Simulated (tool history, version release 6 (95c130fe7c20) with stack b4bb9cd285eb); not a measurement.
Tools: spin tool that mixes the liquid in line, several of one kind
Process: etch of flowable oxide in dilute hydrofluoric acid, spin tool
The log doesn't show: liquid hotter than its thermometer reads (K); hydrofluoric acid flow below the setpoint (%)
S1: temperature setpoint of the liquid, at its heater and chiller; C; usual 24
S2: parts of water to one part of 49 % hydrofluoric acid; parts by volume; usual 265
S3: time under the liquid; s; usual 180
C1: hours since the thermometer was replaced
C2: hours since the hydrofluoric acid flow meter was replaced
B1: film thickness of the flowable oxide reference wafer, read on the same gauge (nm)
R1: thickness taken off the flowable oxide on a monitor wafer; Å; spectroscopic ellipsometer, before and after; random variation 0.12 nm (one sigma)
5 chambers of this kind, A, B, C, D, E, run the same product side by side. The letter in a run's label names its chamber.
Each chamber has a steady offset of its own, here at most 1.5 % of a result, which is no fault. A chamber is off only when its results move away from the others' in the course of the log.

run 1A hour=6.3 | S1=24 S2=265 S3=180 | C1=477 C2=1067.3 | B1=60.003 | R1=248.47
run 2C hour=13 | S1=24 S2=265 S3=180 | C1=1084.6 C2=682.5 | B1=59.995 | R1=252.91
run 3B hour=19.1 | S1=24 S2=265 S3=180 | C1=399.9 C2=1014.8 | B1=59.976 | R1=251.17
run 4D hour=28 | S1=24 S2=265 S3=180 | C1=331.5 C2=2242.3 | B1=60.031 | R1=253.92
run 5E hour=32.7 | S1=24 S2=265 S3=180 | C1=774.1 C2=668 | B1=60.017 | R1=252.84
run 6D hour=37.7 | S1=24 S2=265 S3=180 | C1=341.2 C2=2252 | B1=60 | R1=253.3
run 7C hour=46.8 | S1=20 S2=265 S3=180 | C1=1118.4 C2=716.3 | B1=59.995 | R1=220.14
run 8A hour=55 | S1=20 S2=265 S3=180 | C1=525.7 C2=1116 | B1=60.009 | R1=216
run 9E hour=62.6 | S1=20 S2=265 S3=180 | C1=804 C2=697.9 | B1=59.968 | R1=218.94
run 10B hour=69.1 | S1=20 S2=265 S3=180 | C1=449.9 C2=1064.8 | B1=60.011 | R1=217.76
run 11E hour=76.2 | S1=20 S2=265 S3=180 | C1=817.6 C2=711.5 | B1=60.041 | R1=219.17
-- hour=79.2 chamber B: thermometer replaced
run 12A hour=83.7 | S1=24 S2=265 S3=180 | C1=554.4 C2=1144.7 | B1=60.004 | R1=251.45
run 13D hour=88.3 | S1=24 S2=265 S3=180 | C1=391.8 C2=2302.6 | B1=59.986 | R1=252.78
-- hour=91.6 chamber E: hydrofluoric acid flow meter replaced
run 14B hour=93.8 | S1=24 S2=340 S3=180 | C1=14.7 C2=1089.5 | B1=59.998 | R1=181.24
run 15C hour=102.7 | S1=24 S2=340 S3=180 | C1=1174.3 C2=772.2 | B1=59.988 | R1=180.81
run 16A hour=108.2 | S1=24 S2=340 S3=180 | C1=578.9 C2=1169.2 | B1=60.019 | R1=181.33
-- hour=117.3 chamber D: hydrofluoric acid flow meter replaced
run 17B hour=118.4 | S1=24 S2=340 S3=180 | C1=39.3 C2=1114.1 | B1=60.052 | R1=182.99
run 18E hour=125.3 | S1=24 S2=340 S3=180 | C1=866.7 C2=33.7 | B1=60.037 | R1=184.11
run 19C hour=130.2 | S1=24 S2=265 S3=180 | C1=1201.8 C2=799.7 | B1=60.015 | R1=249.87
run 20D hour=135 | S1=24 S2=265 S3=180 | C1=438.5 C2=17.8 | B1=60.028 | R1=251.58
run 21D hour=142.6 | S1=24 S2=265 S3=255 | C1=446.1 C2=25.4 | B1=59.94 | R1=358.35
run 22A hour=150.5 | S1=24 S2=265 S3=255 | C1=621.2 C2=1211.5 | B1=59.985 | R1=353.98
run 23E hour=160.7 | S1=24 S2=265 S3=255 | C1=902.1 C2=69.1 | B1=59.994 | R1=354.06
run 24B hour=166.3 | S1=24 S2=265 S3=255 | C1=87.2 C2=1162 | B1=59.992 | R1=354.24
run 25C hour=174.9 | S1=24 S2=265 S3=255 | C1=1246.5 C2=844.4 | B1=59.959 | R1=356.07
run 26A hour=183.1 | S1=24 S2=265 S3=180 | C1=653.8 C2=1244.1 | B1=60.016 | R1=250.61
-- hour=184.4 chamber A: hydrofluoric acid flow meter replaced
run 27C hour=190.8 | S1=24 S2=265 S3=180 | C1=1262.4 C2=860.3 | B1=60.005 | R1=250.56
run 28D hour=198 | S1=24 S2=325 S3=130 | C1=501.5 C2=80.8 | B1=60.009 | R1=140.77
run 29B hour=203.4 | S1=24 S2=325 S3=130 | C1=124.3 C2=1199.1 | B1=60.016 | R1=139.93
run 30E hour=209.1 | S1=24 S2=325 S3=130 | C1=950.5 C2=117.5 | B1=60.031 | R1=141.29
run 31C hour=217.9 | S1=24 S2=325 S3=130 | C1=1289.5 C2=887.4 | B1=60.038 | R1=140.27
run 32A hour=227.9 | S1=24 S2=325 S3=130 | C1=698.6 C2=43.5 | B1=59.984 | R1=138.62
-- hour=237.1 chamber C: hydrofluoric acid flow meter replaced
run 33B hour=237.9 | S1=24 S2=265 S3=180 | C1=158.8 C2=1233.6 | B1=60.069 | R1=250.88
run 34D hour=242.6 | S1=24 S2=265 S3=180 | C1=546.1 C2=125.4 | B1=60.021 | R1=253.28
run 35E hour=252.6 | S1=24 S2=265 S3=180 | C1=994 C2=161 | B1=59.991 | R1=253.22
run 36A hour=257.7 | S1=24 S2=265 S3=180 | C1=728.4 C2=73.3 | B1=59.987 | R1=249.92
-- hour=263.8 chamber C: thermometer replaced
run 37C hour=265.2 | S1=24 S2=265 S3=180 | C1=1.4 C2=28.1 | B1=60.052 | R1=252.16
run 38B hour=274.5 | S1=24 S2=265 S3=180 | C1=195.4 C2=1270.2 | B1=59.984 | R1=251.42
run 39E hour=279.7 | S1=24 S2=265 S3=180 | C1=1021.1 C2=188.1 | B1=60.013 | R1=252.95
run 40D hour=288.3 | S1=24 S2=265 S3=180 | C1=591.8 C2=171.1 | B1=59.978 | R1=255.42
run 41E hour=298.3 | S1=24 S2=350 S3=180 | C1=1039.7 C2=206.7 | B1=59.985 | R1=176.49

Next, every chamber runs the same settings. What will each give?
run 42A hour=305.8 | S1=27.5 S2=265 S3=180 | R1=?
run 42B hour=305.8 | S1=27.5 S2=265 S3=180 | R1=?
run 42C hour=305.8 | S1=27.5 S2=265 S3=180 | R1=?
run 42D hour=305.8 | S1=27.5 S2=265 S3=180 | R1=?
run 42E hour=305.8 | S1=27.5 S2=265 S3=180 | R1=?

run=42A R1=283.1
run=42B R1=284.27
run=42C R1=282.99
run=42D R1=287.85
run=42E R1=285.27
